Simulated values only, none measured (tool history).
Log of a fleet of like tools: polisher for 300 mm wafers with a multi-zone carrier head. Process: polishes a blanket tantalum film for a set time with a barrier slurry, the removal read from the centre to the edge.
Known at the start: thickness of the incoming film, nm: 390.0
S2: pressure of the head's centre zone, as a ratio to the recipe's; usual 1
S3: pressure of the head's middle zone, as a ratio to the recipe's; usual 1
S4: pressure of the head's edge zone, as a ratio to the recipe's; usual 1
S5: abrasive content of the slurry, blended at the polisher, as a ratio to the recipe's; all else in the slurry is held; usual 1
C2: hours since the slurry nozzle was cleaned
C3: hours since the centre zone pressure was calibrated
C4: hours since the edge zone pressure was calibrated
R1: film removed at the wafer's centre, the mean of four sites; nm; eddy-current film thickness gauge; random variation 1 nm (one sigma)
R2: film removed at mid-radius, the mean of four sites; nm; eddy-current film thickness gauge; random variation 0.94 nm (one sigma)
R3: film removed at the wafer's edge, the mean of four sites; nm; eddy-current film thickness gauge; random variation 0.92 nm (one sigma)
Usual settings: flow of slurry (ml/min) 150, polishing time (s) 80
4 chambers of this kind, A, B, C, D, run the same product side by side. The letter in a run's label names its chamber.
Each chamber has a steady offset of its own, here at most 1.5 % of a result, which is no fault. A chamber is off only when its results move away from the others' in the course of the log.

Run 1A, day 0.254: usual settings; wafers polished on this pad 176; C2 192; C3 753.1; C4 404.9. Result: R1 86.778 nm, R2 88.282 nm, R3 87.733 nm.
Run 2C, day 0.575: usual settings; wafers polished on this pad 1224; C2 109.5; C3 727.3; C4 333.7. Result: R1 87.805 nm, R2 88.607 nm, R3 89.349 nm.
At day 0.838: chamber C: edge zone pressure recalibrated.
At day 0.967: chamber D: edge zone pressure recalibrated.
Run 3D, day 0.971: usual settings; wafers polished on this pad 572; C2 129.3; C3 354.4; C4 0.2. Result: R1 86.976 nm, R2 87.463 nm, R3 88.573 nm.
At day 0.975: chamber C: worn pad replaced by a new one.
Run 4B, day 1.225: usual settings; wafers polished on this pad 1011; C2 178; C3 264.4; C4 500.7. Result: R1 87.279 nm, R2 87.438 nm, R3 88.862 nm.
Run 5B, day 1.571: usual settings; wafers polished on this pad 1068; C2 186.3; C3 272.7; C4 509. Result: R1 85.966 nm, R2 87.45 nm, R3 87.524 nm.
Run 6C, day 1.8: usual settings but S2 1.09, polishing time (s) 97; wafers polished on this pad 136; C2 138.9; C3 756.7; C4 23.2. Result: R1 118.8 nm, R2 104.75 nm, R3 107.24 nm.
At day 2.088: chamber B: worn pad replaced by a new one.
Run 7D, day 2.108: usual settings but S2 1.09, polishing time (s) 97; wafers polished on this pad 759; C2 156.6; C3 381.7; C4 27.5. Result: R1 115.25 nm, R2 107.41 nm, R3 109.5 nm.
At day 2.183: chamber A: worn pad replaced by a new one.
Run 8A, day 2.35: usual settings but S2 1.09, polishing time (s) 97; wafers polished on this pad 27; C2 242.3; C3 803.4; C4 455.2. Result: R1 117.14 nm, R2 107.78 nm, R3 105.89 nm.
At day 2.462: chamber A: slurry nozzle cleaned.
Run 9B, day 2.658: usual settings but S2 1.09, polishing time (s) 97; wafers polished on this pad 93; C2 212.4; C3 298.8; C4 535.1. Result: R1 115.17 nm, R2 106.82 nm, R3 105.99 nm.
At day 2.662: chamber B: edge zone pressure recalibrated.
Run 10C, day 2.942: usual settings; wafers polished on this pad 323; C2 166.3; C3 784.1; C4 50.6. Result: R1 90.538 nm, R2 86.631 nm, R3 87.878 nm.
Run 11A, day 3.271: usual settings; wafers polished on this pad 179; C2 19.5; C3 825.5; C4 477.3. Result: R1 86.992 nm, R2 88.578 nm, R3 88.056 nm.
Run 12D, day 3.683: usual settings; wafers polished on this pad 1018; C2 194.4; C3 419.5; C4 65.3. Result: R1 87.884 nm, R2 89.346 nm, R3 88.506 nm.
At day 3.921: chamber A: centre zone pressure recalibrated.
Run 13B, day 4.071: usual settings; wafers polished on this pad 326; C2 246.3; C3 332.7; C4 33.8. Result: R1 87.096 nm, R2 88.876 nm, R3 86.41 nm.
Run 14D, day 4.4: usual settings; wafers polished on this pad 1136; C2 211.6; C3 436.7; C4 82.5. Result: R1 86.96 nm, R2 86.329 nm, R3 88.926 nm.
Run 15C, day 4.629: usual settings but S5 0.75; wafers polished on this pad 600; C2 206.8; C3 824.6; C4 91.1. Result: R1 82.172 nm, R2 81.006 nm, R3 79.074 nm.
At day 4.846: chamber D: worn pad replaced by a new one.
At day 5.117: chamber A: worn pad replaced by a new one.
Run 16A, day 5.129: usual settings but S5 0.75; wafers polished on this pad 2; C2 64.1; C3 29.1; C4 521.9. Result: R1 79.058 nm, R2 81.904 nm, R3 79.587 nm.
Run 17B, day 5.592: usual settings but S5 0.75; wafers polished on this pad 575; C2 282.8; C3 369.2; C4 70.3. Result: R1 79.084 nm, R2 81.845 nm, R3 81.737 nm.
Run 18A, day 5.838: usual settings but S5 0.75; wafers polished on this pad 119; C2 81.1; C3 46.1; C4 538.9. Result: R1 79.264 nm, R2 81.361 nm, R3 81.209 nm.
Run 19D, day 6.221: usual settings; wafers polished on this pad 226; C2 255.3; C3 480.4; C4 126.2. Result: R1 88.596 nm, R2 88.395 nm, R3 88.362 nm.
Run 20C, day 6.696: usual settings; wafers polished on this pad 940; C2 256.4; C3 874.2; C4 140.7. Result: R1 88.816 nm, R2 87.612 nm, R3 88.2 nm.
Run 21D, day 6.962: usual settings; wafers polished on this pad 348; C2 273.1; C3 498.2; C4 144. Result: R1 86.985 nm, R2 86.744 nm, R3 88.327 nm.
Run 22A, day 7.246: usual settings; wafers polished on this pad 350; C2 114.9; C3 79.9; C4 572.7. Result: R1 87.67 nm, R2 89.548 nm, R3 87.595 nm.
At day 7.279: chamber C: worn pad replaced by a new one.
Run 23B, day 7.475: usual settings; wafers polished on this pad 885; C2 328; C3 414.4; C4 115.5. Result: R1 87.787 nm, R2 89.478 nm, R3 88.105 nm.
Run 24C, day 7.921: usual settings but flow of slurry (ml/min) 185, S4 0.93; wafers polished on this pad 105; C2 285.8; C3 903.6; C4 170.1. Result: R1 92.194 nm, R2 90.028 nm, R3 86.41 nm.
Run 25D, day 8.2: usual settings but flow of slurry (ml/min) 185, S4 0.93; wafers polished on this pad 551; C2 302.8; C3 527.9; C4 173.7. Result: R1 91.514 nm, R2 92.19 nm, R3 86.278 nm.
Run 26A, day 8.5: usual settings but flow of slurry (ml/min) 185, S4 0.93; wafers polished on this pad 556; C2 145; C3 110; C4 602.8. Result: R1 92.797 nm, R2 89.685 nm, R3 87.529 nm.
At day 8.517: chamber A: worn pad replaced by a new one.
Run 27C, day 8.9: usual settings but flow of slurry (ml/min) 185, S4 0.93; wafers polished on this pad 266; C2 309.3; C3 927.1; C4 193.6. Result: R1 92.87 nm, R2 90.256 nm, R3 85.99 nm.
Run 28B, day 9.292: usual settings; wafers polished on this pad 1183; C2 371.6; C3 458; C4 159.1. Result: R1 84.078 nm, R2 87.101 nm, R3 88.478 nm.
Run 29D, day 9.521: usual settings; wafers polished on this pad 768; C2 334.5; C3 559.6; C4 205.4. Result: R1 85.857 nm, R2 87.54 nm, R3 86.557 nm.
Run 30B, day 9.888: usual settings; wafers polished on this pad 1281; C2 385.9; C3 472.3; C4 173.4. Result: R1 88.119 nm, R2 87.347 nm, R3 87.816 nm.
At day 9.938: chamber B: worn pad replaced by a new one.
Run 31C, day 10.233: usual settings but flow of slurry (ml/min) 135, polishing time (s) 97; wafers polished on this pad 485; C2 341.3; C3 959.1; C4 225.6. Result: R1 106.93 nm, R2 103.55 nm, R3 104.67 nm.
Run 32A, day 10.558: usual settings but flow of slurry (ml/min) 135, polishing time (s) 97; wafers polished on this pad 335; C2 194.4; C3 159.4; C4 652.2. Result: R1 103.88 nm, R2 106.25 nm, R3 105.36 nm.
At day 10.771: chamber C: centre zone pressure recalibrated.
Run 33C, day 10.979: usual settings but flow of slurry (ml/min) 135, polishing time (s) 97; wafers polished on this pad 608; C2 359.2; C3 5; C4 243.5. Result: R1 106.13 nm, R2 102.08 nm, R3 106.15 nm.
Run 34D, day 11.283: usual settings but flow of slurry (ml/min) 135, polishing time (s) 97; wafers polished on this pad 1057; C2 376.8; C3 601.9; C4 247.7. Result: R1 106.24 nm, R2 103.44 nm, R3 107.34 nm.
Run 35A, day 11.562: usual settings; wafers polished on this pad 500; C2 218.5; C3 183.5; C4 676.3. Result: R1 89.784 nm, R2 90.282 nm, R3 86.939 nm.
Run 36B, day 11.862: usual settings; wafers polished on this pad 316; C2 433.3; C3 519.7; C4 220.8. Result: R1 87.527 nm, R2 89.312 nm, R3 87.623 nm.
At day 11.942: chamber A: worn pad replaced by a new one.
Run 37C, day 12.262: usual settings; wafers polished on this pad 819; C2 390; C3 35.8; C4 274.3. Result: R1 90.789 nm, R2 88.466 nm, R3 88.417 nm.
At day 12.604: chamber A: edge zone pressure recalibrated.
At day 12.654: chamber A: slurry nozzle cleaned.
Run 38A, day 12.679: usual settings; wafers polished on this pad 121; C2 0.7; C3 210.3; C4 1.9. Result: R1 86.68 nm, R2 89.482 nm, R3 88.939 nm.
Run 39D, day 13.108: usual settings but S5 1.15, polishing time (s) 102; wafers polished on this pad 1357; C2 420.6; C3 645.7; C4 291.5. Result: R1 114.84 nm, R2 115.84 nm, R3 120.12 nm.

Is one chamber off against the others, does the gauge drift, or is nothing wrong? If a chamber is off, say which, and what the likeliest cause is.

No chamber stands off beyond its own small offset, and the gauge holds steady.
